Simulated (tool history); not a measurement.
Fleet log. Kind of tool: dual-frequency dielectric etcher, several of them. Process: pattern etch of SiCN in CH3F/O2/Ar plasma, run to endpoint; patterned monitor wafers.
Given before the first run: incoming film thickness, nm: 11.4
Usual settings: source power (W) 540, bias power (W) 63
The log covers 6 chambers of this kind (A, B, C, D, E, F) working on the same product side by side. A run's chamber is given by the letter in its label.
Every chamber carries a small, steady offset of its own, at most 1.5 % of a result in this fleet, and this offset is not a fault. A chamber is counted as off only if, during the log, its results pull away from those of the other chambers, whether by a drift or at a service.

run	day	source power (W)	bias power (W)	endpoint time (s)
1D	0.292	540	63	28.243
2F	0.550	540	63	28.282
3C	0.800	540	63	28.804
4A	0.971	540	63	28.418
5B	1.246	540	63	28.142
6E	1.554	540	63	28.080
7F	1.775	610	51	28.979
8A	2.042	610	51	29.040
9C	2.250	610	51	29.175
10D	2.479	610	51	28.796
11E	2.696	610	51	28.494
12B	2.871	610	51	28.863
# day 2.967: chamber A: wet clean of the chamber
13A	3.108	540	63	28.557
14C	3.308	540	63	28.737
15B	3.592	540	75	26.793
16D	3.800	540	75	26.666
17E	4.033	540	75	26.521
# day 4.138: chamber D: wet clean of the chamber
18F	4.354	540	75	26.568
19A	4.671	540	75	26.958
20F	4.817	540	75	26.804
21B	5.121	540	63	28.224
22C	5.375	540	63	28.823
# day 5.425: chamber F: wet clean of the chamber
23D	5.638	540	63	27.608
24E	5.842	660	55	27.059
25B	6.100	660	55	27.042
26E	6.354	660	55	27.076
27C	6.583	660	55	27.641
# day 6.788: chamber E: wet clean of the chamber
28F	6.800	660	55	27.249
# day 6.950: chamber B: source power generator calibrated
29A	7.071	660	55	27.473
30D	7.292	540	63	27.588
31B	7.579	540	63	28.398
32F	7.808	540	63	28.241
33C	8.075	460	68	29.964
34A	8.383	460	68	29.586
35E	8.692	460	68	29.084
36D	8.842	460	68	28.792
37B	9.112	460	68	29.134
38E	9.383	460	68	28.989
39A	9.662	540	63	28.367
40F	9.958	540	63	28.320
41D	10.167	540	63	27.600
42C	10.438	540	63	28.858

Is one chamber off against the others, does the gauge drift, or is nothing wrong? If a chamber is off, say which, and what the likeliest cause is.

The work done on chamber D during a service left it standing apart from the others.
Cause: etch rate over this chamber's usual, % = 2.24.

Chamber D could run next with any of the 4 candidate recipes listed below; each alters the usual settings, and their results appear as question marks. Which one brings its results back in line with what the other chambers deliver on the usual settings?
Counts as in line when no further than this from what the other chambers average on the usual settings: endpoint time (s) 0.370
43D-1	10.667	510	63	?
43D-2	10.667	610	63	?
43D-3	10.667	560	65	?
43D-4	10.667	500	59	?

The other chambers' mean on the usual settings: endpoint time (s) 28.336
run	endpoint time (s)
43D-1	28.351
43D-2	26.484
43D-3	27.076
43D-4	29.199
It is 43D-1 that realigns the chamber with its peers.
